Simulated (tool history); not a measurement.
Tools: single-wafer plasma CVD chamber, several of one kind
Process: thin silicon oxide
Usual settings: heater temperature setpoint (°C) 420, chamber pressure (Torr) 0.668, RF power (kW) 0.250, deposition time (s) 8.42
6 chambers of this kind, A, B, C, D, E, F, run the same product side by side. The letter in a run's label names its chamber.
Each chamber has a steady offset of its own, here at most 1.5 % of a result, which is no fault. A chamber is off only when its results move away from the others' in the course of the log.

run,hour,heater temperature setpoint (°C),chamber pressure (Torr),RF power (kW),deposition time (s),"read-back reference wafer on the same gauge, thickness_nm",mean film thickness on the monitor wafer (Å)
1F,2.5,420,0.668,0.250,8.42,13.897,118.52
2A,6.7,420,0.668,0.250,8.42,13.894,116.69
3B,11.4,420,0.668,0.250,8.42,13.899,116.49
4E,14.5,420,0.668,0.250,8.42,13.895,116.79
5D,18.3,420,0.668,0.250,8.42,13.904,117.81
6C,21.2,420,0.668,0.250,8.42,13.890,116.74
7F,24.9,408,0.668,0.250,9.27,13.900,131.49
8A,29.5,408,0.668,0.250,9.27,13.894,129.39
9D,32.2,408,0.668,0.250,9.27,13.899,130.68
10C,36.5,408,0.668,0.250,9.27,13.884,129.56
11E,39.6,408,0.668,0.250,9.27,13.902,129.52
12B,43.3,408,0.668,0.250,9.27,13.906,128.85
13B,45.7,420,0.668,0.275,8.42,13.897,121.10
14C,48.2,420,0.668,0.275,8.42,13.894,121.43
15F,51.1,420,0.668,0.275,8.42,13.905,123.93
16A,53.7,420,0.668,0.275,8.42,13.897,121.87
17E,56.0,420,0.668,0.275,8.42,13.901,121.95
18D,58.1,420,0.668,0.275,8.42,13.897,123.25
19D,61.2,420,0.668,0.250,8.42,13.891,117.64
20B,65.9,420,0.668,0.250,8.42,13.906,116.06
21C,68.3,420,0.668,0.250,8.42,13.906,116.66
22E,72.2,420,0.668,0.250,8.42,13.894,116.94
23A,76.4,420,0.668,0.250,8.42,13.905,116.86
24F,80.3,420,0.668,0.250,8.42,13.894,119.27
25D,84.9,420,0.668,0.250,8.42,13.897,117.98
26E,87.6,420,0.668,0.250,8.42,13.909,116.92
27F,90.5,420,0.668,0.250,8.42,13.897,118.72
28B,94.1,420,0.668,0.250,8.42,13.903,115.91
29C,98.9,420,0.668,0.225,8.42,13.908,111.51
30A,103.4,420,0.668,0.225,8.42,13.897,111.73
31D,106.6,420,0.668,0.225,8.42,13.894,112.27
# hour 109.4: chamber E: capacitance manometer re-zeroed and calibrated
32F,111.0,420,0.668,0.225,8.42,13.905,113.13
33A,113.2,420,0.668,0.225,8.42,13.900,111.24
34B,116.0,420,0.668,0.225,8.42,13.905,110.84
35C,118.8,420,0.668,0.250,8.42,13.906,116.87
36E,122.2,420,0.668,0.250,8.42,13.892,117.08
37A,125.7,420,0.668,0.250,8.42,13.896,116.92
38C,129.2,420,0.668,0.250,8.42,13.907,116.70
39B,134.2,420,0.668,0.250,8.42,13.897,116.48
40D,137.3,420,0.668,0.250,8.42,13.903,118.47

All 6 chambers run these settings next. Forecast each chamber's results:
41A,140.9,420,0.668,0.290,8.42,,?
41B,140.9,420,0.668,0.290,8.42,,?
41C,140.9,420,0.668,0.290,8.42,,?
41D,140.9,420,0.668,0.290,8.42,,?
41E,140.9,420,0.668,0.290,8.42,,?
41F,140.9,420,0.668,0.290,8.42,,?

run,mean film thickness on the monitor wafer (Å)
41A,124.45
41B,123.97
41C,123.88
41D,126.19
41E,125.08
41F,126.64
